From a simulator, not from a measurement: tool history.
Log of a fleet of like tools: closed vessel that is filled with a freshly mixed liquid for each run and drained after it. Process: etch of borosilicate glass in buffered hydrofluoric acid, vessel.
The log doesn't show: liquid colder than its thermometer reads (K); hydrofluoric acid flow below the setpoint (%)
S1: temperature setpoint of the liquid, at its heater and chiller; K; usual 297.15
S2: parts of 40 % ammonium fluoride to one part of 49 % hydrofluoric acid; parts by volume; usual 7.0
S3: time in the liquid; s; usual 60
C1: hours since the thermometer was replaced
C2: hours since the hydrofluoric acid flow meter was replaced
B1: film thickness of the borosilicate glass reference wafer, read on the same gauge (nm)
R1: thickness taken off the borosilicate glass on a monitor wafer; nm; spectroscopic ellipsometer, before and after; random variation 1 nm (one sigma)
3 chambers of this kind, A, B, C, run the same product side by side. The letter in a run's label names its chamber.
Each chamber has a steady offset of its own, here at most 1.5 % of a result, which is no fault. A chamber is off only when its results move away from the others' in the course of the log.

{"run": "1C", "hour": 3.9, "S1": 297.15, "S2": 7.0, "S3": 60, "C1": 545.4, "C2": 1594.7, "B1": 29.989, "R1": 104.5}
{"run": "2A", "hour": 7.4, "S1": 297.15, "S2": 7.0, "S3": 60, "C1": 241.9, "C2": 1724.0, "B1": 30.021, "R1": 106.69}
{"run": "3B", "hour": 13.4, "S1": 297.15, "S2": 7.0, "S3": 60, "C1": 345.2, "C2": 285.0, "B1": 30.017, "R1": 105.58}
{"run": "4A", "hour": 17.5, "S1": 297.15, "S2": 7.0, "S3": 60, "C1": 252.0, "C2": 1734.1, "B1": 30.003, "R1": 104.92}
{"run": "5C", "hour": 22.6, "S1": 297.15, "S2": 8.5, "S3": 85, "C1": 564.1, "C2": 1613.4, "B1": 30.03, "R1": 119.15}
{"run": "6B", "hour": 26.6, "S1": 297.15, "S2": 8.5, "S3": 85, "C1": 358.4, "C2": 298.2, "B1": 29.951, "R1": 118.26}
{"run": "7C", "hour": 32.4, "S1": 297.15, "S2": 8.5, "S3": 85, "C1": 573.9, "C2": 1623.2, "B1": 29.992, "R1": 119.44}
{"run": "8A", "hour": 39.1, "S1": 297.15, "S2": 7.0, "S3": 60, "C1": 273.6, "C2": 1755.7, "B1": 29.961, "R1": 104.9}
{"run": "9B", "hour": 45.6, "S1": 297.15, "S2": 7.0, "S3": 60, "C1": 377.4, "C2": 317.2, "B1": 30.035, "R1": 102.55}
{"run": "10A", "hour": 51.6, "S1": 297.15, "S2": 7.0, "S3": 60, "C1": 286.1, "C2": 1768.2, "B1": 29.927, "R1": 106.52}
{"run": "11B", "hour": 56.4, "S1": 297.15, "S2": 7.0, "S3": 60, "C1": 388.2, "C2": 328.0, "B1": 30.017, "R1": 102.67}
{"run": "12C", "hour": 59.9, "S1": 297.15, "S2": 7.0, "S3": 60, "C1": 601.4, "C2": 1650.7, "B1": 30.044, "R1": 105.71}
{"run": "13B", "hour": 63.3, "S1": 297.15, "S2": 7.0, "S3": 60, "C1": 395.1, "C2": 334.9, "B1": 29.949, "R1": 100.04}
{"run": "14A", "hour": 67.8, "S1": 297.15, "S2": 7.0, "S3": 60, "C1": 302.3, "C2": 1784.4, "B1": 30.026, "R1": 106.8}
{"run": "15C", "hour": 71.3, "S1": 297.15, "S2": 7.0, "S3": 60, "C1": 612.8, "C2": 1662.1, "B1": 29.995, "R1": 105.3}
{"run": "16B", "hour": 74.7, "S1": 297.15, "S2": 7.0, "S3": 60, "C1": 406.5, "C2": 346.3, "B1": 30.011, "R1": 99.04}
{"run": "17A", "hour": 78.6, "S1": 297.15, "S2": 7.0, "S3": 60, "C1": 313.1, "C2": 1795.2, "B1": 30.006, "R1": 106.54}
{"run": "18C", "hour": 83.5, "S1": 297.15, "S2": 7.0, "S3": 60, "C1": 625.0, "C2": 1674.3, "B1": 29.967, "R1": 104.52}
{"run": "19C", "hour": 90.0, "S1": 297.15, "S2": 7.0, "S3": 60, "C1": 631.5, "C2": 1680.8, "B1": 30.025, "R1": 105.61}
{"run": "20A", "hour": 93.0, "S1": 294.65, "S2": 5.0, "S3": 60, "C1": 327.5, "C2": 1809.6, "B1": 29.955, "R1": 126.01}

What goes on in this fleet: one chamber off, a drifting gauge, or nothing beyond the chambers' own small offsets? Name the chamber and the cause, if any.

Chamber B drifts away from the others.
Cause: hydrofluoric acid flow below the setpoint (%) = 7.3.
The log may not tell that from: liquid colder than its thermometer reads (K).

Here are 4 candidates for chamber B's next run, each the usual settings with a change, their results left as question marks. Which one brings its results back in line with what the others give on the usual settings?
In line means no further than this from the other chambers' mean on the usual settings: R1 3.700 nm
{"run": "21B-1", "hour": 97.8, "S1": 297.15, "S2": 7.0, "S3": 55, "R1": "?"}
{"run": "21B-2", "hour": 97.8, "S1": 297.15, "S2": 8.0, "S3": 60, "R1": "?"}
{"run": "21B-3", "hour": 97.8, "S1": 297.15, "S2": 6.5, "S3": 60, "R1": "?"}
{"run": "21B-4", "hour": 97.8, "S1": 297.15, "S2": 6.5, "S3": 65, "R1": "?"}

The other chambers' mean on the usual settings: R1 105.230 nm
run=21B-1 R1=88.633
run=21B-2 R1=83.278
run=21B-3 R1=105.060
run=21B-4 R1=113.810
21B-3 brings the chamber back in line.

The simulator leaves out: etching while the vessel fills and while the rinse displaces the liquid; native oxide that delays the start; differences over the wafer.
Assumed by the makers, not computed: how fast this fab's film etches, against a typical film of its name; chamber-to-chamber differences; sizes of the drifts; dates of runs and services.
